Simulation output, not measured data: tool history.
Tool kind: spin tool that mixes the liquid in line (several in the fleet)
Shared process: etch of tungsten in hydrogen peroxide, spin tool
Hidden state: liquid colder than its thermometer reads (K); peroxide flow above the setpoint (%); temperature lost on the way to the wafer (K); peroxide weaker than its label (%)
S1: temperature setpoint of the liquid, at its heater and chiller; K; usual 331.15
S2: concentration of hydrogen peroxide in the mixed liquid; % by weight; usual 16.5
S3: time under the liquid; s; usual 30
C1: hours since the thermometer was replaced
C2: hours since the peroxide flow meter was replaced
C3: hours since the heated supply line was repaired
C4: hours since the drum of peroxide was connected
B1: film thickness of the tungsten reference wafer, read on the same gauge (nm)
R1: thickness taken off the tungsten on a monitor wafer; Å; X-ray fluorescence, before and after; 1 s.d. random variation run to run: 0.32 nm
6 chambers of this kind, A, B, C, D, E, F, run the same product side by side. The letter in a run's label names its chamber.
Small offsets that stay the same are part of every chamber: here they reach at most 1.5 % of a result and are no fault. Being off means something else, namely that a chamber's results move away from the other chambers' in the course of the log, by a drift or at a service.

run	hour	S1	S2	S3	C1	C2	C3	C4	B1	R1
1C	11.8	331.15	16.5	30	1012.5	968.2	791.3	389.6	40.015	369.05
2B	24.6	331.15	16.5	30	76.4	234.4	557.7	201.9	40.054	373.09
3F	39.2	331.15	16.5	30	1143.3	1379.9	1943.1	123.7	39.991	363.90
4E	51.5	331.15	16.5	30	1354.5	1279.5	3227.1	362.1	40.009	373.12
# hour 59.1: chamber C: heated supply line repaired
5A	64.1	322.65	16.5	25	213.3	1397.5	192.9	550.3	40.009	186.73
6D	72.5	322.65	16.5	25	967.8	650.9	1154.3	676.6	40.003	187.48
# hour 77.2: chamber C: new drum of peroxide connected
7E	79.9	322.65	16.5	25	1382.9	1307.9	3255.5	390.5	39.989	183.21
8A	92.6	322.65	16.5	25	241.8	1426.0	221.4	578.8	40.015	187.46
9F	101.5	322.65	16.5	25	1205.6	1442.2	2005.4	186.0	40.036	185.06
10D	109.6	322.65	16.5	25	1004.9	688.0	1191.4	713.7	39.978	189.09
11B	117.1	331.15	16.5	30	168.9	326.9	650.2	294.4	39.972	373.62
12C	131.1	331.15	16.5	30	1131.8	1087.5	72.1	54.0	39.983	370.28
13B	145.6	331.15	16.5	30	197.4	355.4	678.7	322.9	39.996	376.20
14E	155.9	331.15	16.5	30	1458.9	1383.9	3331.5	466.5	39.974	371.63
15A	167.5	331.15	16.5	15	316.7	1500.9	296.3	653.7	40.026	190.01
16D	179.2	331.15	16.5	15	1074.5	757.6	1261.0	783.3	39.991	185.44
# hour 187.8: chamber F: peroxide flow meter replaced
17F	190.6	331.15	16.5	15	1294.7	2.9	2094.5	275.1	40.004	183.41
18C	197.1	331.15	16.5	15	1197.8	1153.5	138.1	120.0	39.957	185.29
19B	207.8	331.15	16.5	15	259.6	417.6	740.9	385.1	39.982	187.25
20F	216.4	331.15	16.5	15	1320.5	28.7	2120.3	300.9	40.019	181.09
# hour 220.0: chamber F: new drum of peroxide connected
21C	227.1	339.15	16.5	30	1227.8	1183.5	168.1	150.0	40.023	584.71
22A	238.1	339.15	16.5	30	387.3	1571.5	366.9	724.3	40.025	588.00
# hour 244.8: chamber D: peroxide flow meter replaced
23E	246.4	339.15	16.5	30	1549.4	1474.4	3422.0	557.0	39.978	582.15
24D	257.4	339.15	16.5	30	1152.7	12.6	1339.2	861.5	40.002	575.18
25F	271.1	339.15	16.5	30	1375.2	83.4	2175.0	51.2	40.029	591.46
26B	277.9	339.15	16.5	30	329.7	487.7	811.0	455.2	39.970	586.04
27D	284.3	331.15	16.5	30	1179.6	39.5	1366.1	888.4	40.025	362.98
28A	296.3	331.15	16.5	30	445.5	1629.7	425.1	782.5	40.026	373.37
29E	305.5	331.15	16.5	30	1608.5	1533.5	3481.1	616.1	39.999	367.12
# hour 311.2: chamber B: peroxide flow meter replaced
# hour 313.8: chamber C: peroxide flow meter replaced
30C	316.0	331.15	16.5	30	1316.7	2.2	257.0	238.9	40.006	370.17
31A	326.4	331.15	16.5	30	475.6	1659.8	455.2	812.6	40.021	373.42
# hour 331.7: chamber E: heated supply line repaired
32D	338.2	331.15	16.5	30	1233.5	93.4	1420.0	942.3	40.012	354.78
33E	350.2	331.15	16.5	30	1653.2	1578.2	18.6	660.8	40.009	368.25
# hour 354.0: chamber C: thermometer replaced
34F	360.8	331.15	16.5	30	1464.9	173.1	2264.7	140.9	40.011	367.79
# hour 368.2: chamber D: heated supply line repaired
35B	372.6	331.15	16.5	30	424.4	61.5	905.7	549.9	40.032	371.09
36C	380.9	331.15	16.5	30	26.9	67.1	321.9	303.8	39.992	369.31
# hour 390.2: chamber D: new drum of peroxide connected
37C	395.0	331.15	16.5	30	41.0	81.2	336.0	317.9	40.058	371.04
38B	404.5	331.15	16.5	30	456.3	93.4	937.6	581.8	39.978	366.42
# hour 416.0: chamber A: new drum of peroxide connected
39A	417.2	331.15	16.5	30	566.4	1750.6	546.0	1.3	40.002	376.91
40F	429.3	331.15	16.5	35	1533.4	241.6	2333.2	209.4	40.027	434.29
41D	436.3	331.15	16.5	35	1331.6	191.5	68.2	46.2	39.989	410.96
42E	443.7	331.15	16.5	35	1746.7	1671.7	112.1	754.3	39.967	422.08
43A	452.5	331.15	16.5	35	601.7	1785.9	581.3	36.6	39.999	436.78
44D	461.2	331.15	16.5	35	1356.5	216.4	93.1	71.1	39.991	407.93

What goes on in this fleet: one chamber off, a drifting gauge, or nothing beyond the chambers' own small offsets? Name the chamber and the cause, if any.

One chamber, D, drifts off from the rest bit by bit.
Likeliest cause: liquid colder than its thermometer reads (K) = 1.04.

Below are 4 candidate recipes for chamber D's next run, each the usual settings with a change, their results shown as question marks. Which of them brings D's results back in line with what the other chambers give on the usual settings?
Counts as in line when no further than this from what the other chambers average on the usual settings: R1 11.00 Å
45D-1	471.6	331.15	20.0	30						?
45D-2	471.6	330.15	16.5	30						?
45D-3	471.6	332.15	16.5	30						?
45D-4	471.6	331.15	13.5	30						?

On the usual settings, the other chambers give on average: R1 370.05 Å
run	R1
45D-1	385.76
45D-2	330.97
45D-3	371.45
45D-4	317.77
The right change is 45D-3: it brings the chamber back within the allowed miss of the others.

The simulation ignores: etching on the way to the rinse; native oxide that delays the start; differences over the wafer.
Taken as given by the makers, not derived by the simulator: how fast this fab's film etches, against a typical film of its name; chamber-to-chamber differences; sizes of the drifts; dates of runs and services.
